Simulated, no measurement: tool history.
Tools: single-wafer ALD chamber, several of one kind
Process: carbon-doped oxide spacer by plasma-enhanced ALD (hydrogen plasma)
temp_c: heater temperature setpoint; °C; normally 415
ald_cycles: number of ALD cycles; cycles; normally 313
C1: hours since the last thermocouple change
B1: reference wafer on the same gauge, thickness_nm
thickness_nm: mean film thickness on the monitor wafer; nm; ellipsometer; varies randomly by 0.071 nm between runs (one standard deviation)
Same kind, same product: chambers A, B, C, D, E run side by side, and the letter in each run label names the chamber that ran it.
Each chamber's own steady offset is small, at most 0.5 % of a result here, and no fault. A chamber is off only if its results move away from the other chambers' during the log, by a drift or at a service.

run 1E hour=11.5 | temp_c=415 ald_cycles=313 | C1=354 | B1=14.703 | thickness_nm=14.883
run 2C hour=17.5 | temp_c=415 ald_cycles=313 | C1=116.3 | B1=14.691 | thickness_nm=14.915
run 3D hour=27.2 | temp_c=415 ald_cycles=313 | C1=160.5 | B1=14.71 | thickness_nm=15
run 4B hour=37.3 | temp_c=415 ald_cycles=313 | C1=386.7 | B1=14.696 | thickness_nm=14.884
run 5A hour=47 | temp_c=415 ald_cycles=313 | C1=2405.7 | B1=14.694 | thickness_nm=14.918
run 6E hour=58.9 | temp_c=420 ald_cycles=313 | C1=401.4 | B1=14.699 | thickness_nm=14.717
run 7A hour=67.8 | temp_c=420 ald_cycles=313 | C1=2426.5 | B1=14.699 | thickness_nm=14.791
run 8C hour=74.7 | temp_c=420 ald_cycles=313 | C1=173.5 | B1=14.694 | thickness_nm=14.632
run 9B hour=86.5 | temp_c=420 ald_cycles=313 | C1=435.9 | B1=14.708 | thickness_nm=14.907
run 10D hour=94.1 | temp_c=420 ald_cycles=313 | C1=227.4 | B1=14.696 | thickness_nm=14.872
run 11E hour=101.5 | temp_c=415 ald_cycles=313 | C1=444 | B1=14.696 | thickness_nm=14.836
run 12B hour=107.1 | temp_c=415 ald_cycles=313 | C1=456.5 | B1=14.699 | thickness_nm=14.981
run 13C hour=113.3 | temp_c=409 ald_cycles=257 | C1=212.1 | B1=14.698 | thickness_nm=12.469
run 14D hour=119 | temp_c=409 ald_cycles=257 | C1=252.3 | B1=14.707 | thickness_nm=12.539
run 15A hour=125 | temp_c=409 ald_cycles=257 | C1=2483.7 | B1=14.717 | thickness_nm=12.481
run 16A hour=132 | temp_c=409 ald_cycles=257 | C1=2490.7 | B1=14.697 | thickness_nm=12.546
run 17E hour=137.6 | temp_c=409 ald_cycles=257 | C1=480.1 | B1=14.711 | thickness_nm=12.451
run 18D hour=149.6 | temp_c=415 ald_cycles=313 | C1=282.9 | B1=14.711 | thickness_nm=14.969
run 19B hour=161.5 | temp_c=415 ald_cycles=313 | C1=510.9 | B1=14.697 | thickness_nm=15.007
run 20C hour=168.4 | temp_c=410 ald_cycles=313 | C1=267.2 | B1=14.712 | thickness_nm=15.045
run 21B hour=176.8 | temp_c=410 ald_cycles=313 | C1=526.2 | B1=14.715 | thickness_nm=15.081
run 22E hour=184.8 | temp_c=410 ald_cycles=313 | C1=527.3 | B1=14.711 | thickness_nm=15.158
run 23C hour=195.4 | temp_c=410 ald_cycles=313 | C1=294.2 | B1=14.695 | thickness_nm=15.159
run 24A hour=203.6 | temp_c=410 ald_cycles=313 | C1=2562.3 | B1=14.699 | thickness_nm=15.165
run 25D hour=213.5 | temp_c=415 ald_cycles=313 | C1=346.8 | B1=14.719 | thickness_nm=14.999
run 26E hour=219.5 | temp_c=402 ald_cycles=372 | C1=562 | B1=14.701 | thickness_nm=18.302
run 27D hour=230.4 | temp_c=402 ald_cycles=372 | C1=363.7 | B1=14.704 | thickness_nm=18.53
run 28A hour=238.9 | temp_c=402 ald_cycles=372 | C1=2597.6 | B1=14.704 | thickness_nm=18.434
run 29B hour=247.5 | temp_c=402 ald_cycles=372 | C1=596.9 | B1=14.711 | thickness_nm=18.569
run 30C hour=253.4 | temp_c=402 ald_cycles=372 | C1=352.2 | B1=14.725 | thickness_nm=18.203
run 31A hour=262.3 | temp_c=415 ald_cycles=313 | C1=2621 | B1=14.691 | thickness_nm=14.96
-- hour=269.7 chamber A: thermocouple changed; heater temperature recalibrated
run 32C hour=271.8 | temp_c=415 ald_cycles=313 | C1=370.6 | B1=14.695 | thickness_nm=14.978
run 33D hour=280.3 | temp_c=422 ald_cycles=360 | C1=413.6 | B1=14.698 | thickness_nm=16.847
run 34E hour=287.1 | temp_c=422 ald_cycles=360 | C1=629.6 | B1=14.718 | thickness_nm=16.758
run 35B hour=294.1 | temp_c=422 ald_cycles=360 | C1=643.5 | B1=14.687 | thickness_nm=16.96
run 36A hour=302.9 | temp_c=422 ald_cycles=360 | C1=33.2 | B1=14.7 | thickness_nm=16.835
run 37D hour=309.4 | temp_c=422 ald_cycles=360 | C1=442.7 | B1=14.699 | thickness_nm=16.848
run 38B hour=314.9 | temp_c=415 ald_cycles=313 | C1=664.3 | B1=14.683 | thickness_nm=14.986
run 39C hour=322.6 | temp_c=415 ald_cycles=313 | C1=421.4 | B1=14.703 | thickness_nm=14.962
run 40E hour=331.3 | temp_c=415 ald_cycles=313 | C1=673.8 | B1=14.7 | thickness_nm=14.96
run 41B hour=337.6 | temp_c=415 ald_cycles=313 | C1=687 | B1=14.669 | thickness_nm=14.935
run 42A hour=345.5 | temp_c=415 ald_cycles=313 | C1=75.8 | B1=14.692 | thickness_nm=14.915
run 43D hour=357.1 | temp_c=425 ald_cycles=371 | C1=490.4 | B1=14.714 | thickness_nm=17.14

Each of the 5 chambers runs these same settings next. Fill in every chamber's results:
run 44A hour=365.9 | temp_c=415 ald_cycles=313 | thickness_nm=?
run 44B hour=365.9 | temp_c=415 ald_cycles=313 | thickness_nm=?
run 44C hour=365.9 | temp_c=415 ald_cycles=313 | thickness_nm=?
run 44D hour=365.9 | temp_c=415 ald_cycles=313 | thickness_nm=?
run 44E hour=365.9 | temp_c=415 ald_cycles=313 | thickness_nm=?

run=44A thickness_nm=15.018
run=44B thickness_nm=14.888
run=44C thickness_nm=14.986
run=44D thickness_nm=14.951
run=44E thickness_nm=14.995
